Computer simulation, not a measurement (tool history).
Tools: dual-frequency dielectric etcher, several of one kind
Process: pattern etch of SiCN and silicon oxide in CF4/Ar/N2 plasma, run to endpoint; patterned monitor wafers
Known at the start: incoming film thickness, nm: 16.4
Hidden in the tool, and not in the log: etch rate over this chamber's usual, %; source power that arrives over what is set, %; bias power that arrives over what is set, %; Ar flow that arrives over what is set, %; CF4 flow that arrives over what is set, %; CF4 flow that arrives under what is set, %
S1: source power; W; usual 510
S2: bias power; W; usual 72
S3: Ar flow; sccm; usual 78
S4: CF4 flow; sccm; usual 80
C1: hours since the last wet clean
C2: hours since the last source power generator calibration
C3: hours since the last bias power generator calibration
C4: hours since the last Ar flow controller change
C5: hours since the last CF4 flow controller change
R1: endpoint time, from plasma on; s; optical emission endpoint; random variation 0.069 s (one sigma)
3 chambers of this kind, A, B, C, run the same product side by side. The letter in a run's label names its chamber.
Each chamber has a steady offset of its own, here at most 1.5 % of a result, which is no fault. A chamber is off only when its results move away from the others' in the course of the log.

{"hour": 2.0, "done": "chamber A: wet clean of the chamber"}
{"run": "1C", "hour": 2.0, "S1": 510, "S2": 72, "S3": 78, "S4": 80, "C1": 199.1, "C2": 188.9, "C3": 557.9, "C4": 4727.4, "C5": 3175.6, "R1": 16.334}
{"run": "2A", "hour": 4.7, "S1": 510, "S2": 72, "S3": 78, "S4": 80, "C1": 2.8, "C2": 2183.7, "C3": 1395.8, "C4": 3750.8, "C5": 3388.6, "R1": 16.17}
{"run": "3B", "hour": 7.6, "S1": 510, "S2": 72, "S3": 78, "S4": 80, "C1": 202.9, "C2": 516.0, "C3": 4490.3, "C4": 3675.2, "C5": 1380.5, "R1": 16.314}
{"run": "4B", "hour": 9.4, "S1": 510, "S2": 72, "S3": 78, "S4": 80, "C1": 204.7, "C2": 517.8, "C3": 4492.1, "C4": 3677.0, "C5": 1382.3, "R1": 16.316}
{"run": "5A", "hour": 11.7, "S1": 510, "S2": 72, "S3": 78, "S4": 80, "C1": 9.8, "C2": 2190.7, "C3": 1402.8, "C4": 3757.8, "C5": 3395.6, "R1": 16.155}
{"run": "6C", "hour": 15.4, "S1": 510, "S2": 78, "S3": 86, "S4": 80, "C1": 212.5, "C2": 202.3, "C3": 571.3, "C4": 4740.8, "C5": 3189.0, "R1": 16.125}
{"run": "7A", "hour": 19.0, "S1": 510, "S2": 78, "S3": 86, "S4": 80, "C1": 17.1, "C2": 2198.0, "C3": 1410.1, "C4": 3765.1, "C5": 3402.9, "R1": 15.956}
{"run": "8C", "hour": 22.6, "S1": 510, "S2": 78, "S3": 86, "S4": 80, "C1": 219.7, "C2": 209.5, "C3": 578.5, "C4": 4748.0, "C5": 3196.2, "R1": 16.095}
{"run": "9B", "hour": 26.1, "S1": 510, "S2": 72, "S3": 78, "S4": 80, "C1": 221.4, "C2": 534.5, "C3": 4508.8, "C4": 3693.7, "C5": 1399.0, "R1": 16.395}
{"run": "10A", "hour": 30.3, "S1": 510, "S2": 72, "S3": 78, "S4": 80, "C1": 28.4, "C2": 2209.3, "C3": 1421.4, "C4": 3776.4, "C5": 3414.2, "R1": 16.069}
{"run": "11B", "hour": 33.9, "S1": 510, "S2": 72, "S3": 78, "S4": 80, "C1": 229.2, "C2": 542.3, "C3": 4516.6, "C4": 3701.5, "C5": 1406.8, "R1": 16.387}
{"run": "12C", "hour": 36.3, "S1": 510, "S2": 72, "S3": 78, "S4": 80, "C1": 233.4, "C2": 223.2, "C3": 592.2, "C4": 4761.7, "C5": 3209.9, "R1": 16.439}
{"run": "13A", "hour": 38.5, "S1": 510, "S2": 72, "S3": 78, "S4": 80, "C1": 36.6, "C2": 2217.5, "C3": 1429.6, "C4": 3784.6, "C5": 3422.4, "R1": 16.322}
{"run": "14C", "hour": 42.1, "S1": 510, "S2": 72, "S3": 78, "S4": 80, "C1": 239.2, "C2": 229.0, "C3": 598.0, "C4": 4767.5, "C5": 3215.7, "R1": 16.266}
{"run": "15B", "hour": 45.6, "S1": 510, "S2": 72, "S3": 78, "S4": 80, "C1": 240.9, "C2": 554.0, "C3": 4528.3, "C4": 3713.2, "C5": 1418.5, "R1": 16.357}
{"run": "16C", "hour": 48.8, "S1": 510, "S2": 72, "S3": 78, "S4": 80, "C1": 245.9, "C2": 235.7, "C3": 604.7, "C4": 4774.2, "C5": 3222.4, "R1": 16.254}
{"hour": 50.2, "done": "chamber A: source power generator calibrated"}
{"run": "17A", "hour": 51.9, "S1": 510, "S2": 72, "S3": 78, "S4": 80, "C1": 50.0, "C2": 1.8, "C3": 1443.0, "C4": 3798.0, "C5": 3435.8, "R1": 15.831}
{"run": "18B", "hour": 55.5, "S1": 510, "S2": 72, "S3": 78, "S4": 80, "C1": 250.8, "C2": 563.9, "C3": 4538.2, "C4": 3723.1, "C5": 1428.4, "R1": 16.409}
{"run": "19C", "hour": 57.8, "S1": 510, "S2": 72, "S3": 78, "S4": 80, "C1": 254.9, "C2": 244.7, "C3": 613.7, "C4": 4783.2, "C5": 3231.4, "R1": 16.305}
{"run": "20B", "hour": 60.1, "S1": 510, "S2": 72, "S3": 78, "S4": 80, "C1": 255.4, "C2": 568.5, "C3": 4542.8, "C4": 3727.7, "C5": 1433.0, "R1": 16.406}
{"run": "21A", "hour": 63.6, "S1": 510, "S2": 72, "S3": 78, "S4": 80, "C1": 61.7, "C2": 13.5, "C3": 1454.7, "C4": 3809.7, "C5": 3447.5, "R1": 15.842}
{"run": "22C", "hour": 66.1, "S1": 510, "S2": 72, "S3": 66, "S4": 80, "C1": 263.2, "C2": 253.0, "C3": 622.0, "C4": 4791.5, "C5": 3239.7, "R1": 15.941}
{"run": "23A", "hour": 68.6, "S1": 510, "S2": 72, "S3": 66, "S4": 80, "C1": 66.7, "C2": 18.5, "C3": 1459.7, "C4": 3814.7, "C5": 3452.5, "R1": 15.567}
{"run": "24B", "hour": 71.0, "S1": 510, "S2": 72, "S3": 66, "S4": 80, "C1": 266.3, "C2": 579.4, "C3": 4553.7, "C4": 3738.6, "C5": 1443.9, "R1": 16.014}
{"run": "25C", "hour": 74.7, "S1": 510, "S2": 72, "S3": 78, "S4": 80, "C1": 271.8, "C2": 261.6, "C3": 630.6, "C4": 4800.1, "C5": 3248.3, "R1": 16.347}
{"run": "26B", "hour": 77.2, "S1": 510, "S2": 72, "S3": 78, "S4": 80, "C1": 272.5, "C2": 585.6, "C3": 4559.9, "C4": 3744.8, "C5": 1450.1, "R1": 16.288}
{"run": "27A", "hour": 79.9, "S1": 510, "S2": 72, "S3": 78, "S4": 80, "C1": 78.0, "C2": 29.8, "C3": 1471.0, "C4": 3826.0, "C5": 3463.8, "R1": 15.741}
{"run": "28B", "hour": 83.5, "S1": 510, "S2": 72, "S3": 78, "S4": 80, "C1": 278.8, "C2": 591.9, "C3": 4566.2, "C4": 3751.1, "C5": 1456.4, "R1": 16.47}
{"run": "29A", "hour": 85.5, "S1": 510, "S2": 72, "S3": 78, "S4": 80, "C1": 83.6, "C2": 35.4, "C3": 1476.6, "C4": 3831.6, "C5": 3469.4, "R1": 15.722}
{"run": "30C", "hour": 89.7, "S1": 510, "S2": 72, "S3": 78, "S4": 80, "C1": 286.8, "C2": 276.6, "C3": 645.6, "C4": 4815.1, "C5": 3263.3, "R1": 16.248}
{"run": "31A", "hour": 93.6, "S1": 510, "S2": 72, "S3": 78, "S4": 80, "C1": 91.7, "C2": 43.5, "C3": 1484.7, "C4": 3839.7, "C5": 3477.5, "R1": 15.785}
{"run": "32B", "hour": 95.4, "S1": 510, "S2": 72, "S3": 78, "S4": 80, "C1": 290.7, "C2": 603.8, "C3": 4578.1, "C4": 3763.0, "C5": 1468.3, "R1": 16.4}

Is one chamber off against the others, does the gauge drift, or is nothing wrong? If a chamber is off, say which, and what the likeliest cause is.

A service left chamber A off against the others.
Cause: source power that arrives over what is set, % = 2.62.

Here are 4 candidates for chamber A's next run, each the usual settings with a change, their results left as question marks. Which one brings its results back in line with what the others give on the usual settings?
In line means no further than this from the other chambers' mean on the usual settings: R1 0.250 s
{"run": "33A-1", "hour": 98.4, "S1": 510, "S2": 72, "S3": 78, "S4": 99, "R1": "?"}
{"run": "33A-2", "hour": 98.4, "S1": 490, "S2": 72, "S3": 78, "S4": 80, "R1": "?"}
{"run": "33A-3", "hour": 98.4, "S1": 480, "S2": 71, "S3": 78, "S4": 79, "R1": "?"}
{"run": "33A-4", "hour": 98.4, "S1": 540, "S2": 73, "S3": 77, "S4": 81, "R1": "?"}

The other chambers' mean on the usual settings: R1 16.339 s
run=33A-1 R1=15.390
run=33A-2 R1=16.395
run=33A-3 R1=16.804
run=33A-4 R1=14.909
33A-2 brings the chamber back in line.

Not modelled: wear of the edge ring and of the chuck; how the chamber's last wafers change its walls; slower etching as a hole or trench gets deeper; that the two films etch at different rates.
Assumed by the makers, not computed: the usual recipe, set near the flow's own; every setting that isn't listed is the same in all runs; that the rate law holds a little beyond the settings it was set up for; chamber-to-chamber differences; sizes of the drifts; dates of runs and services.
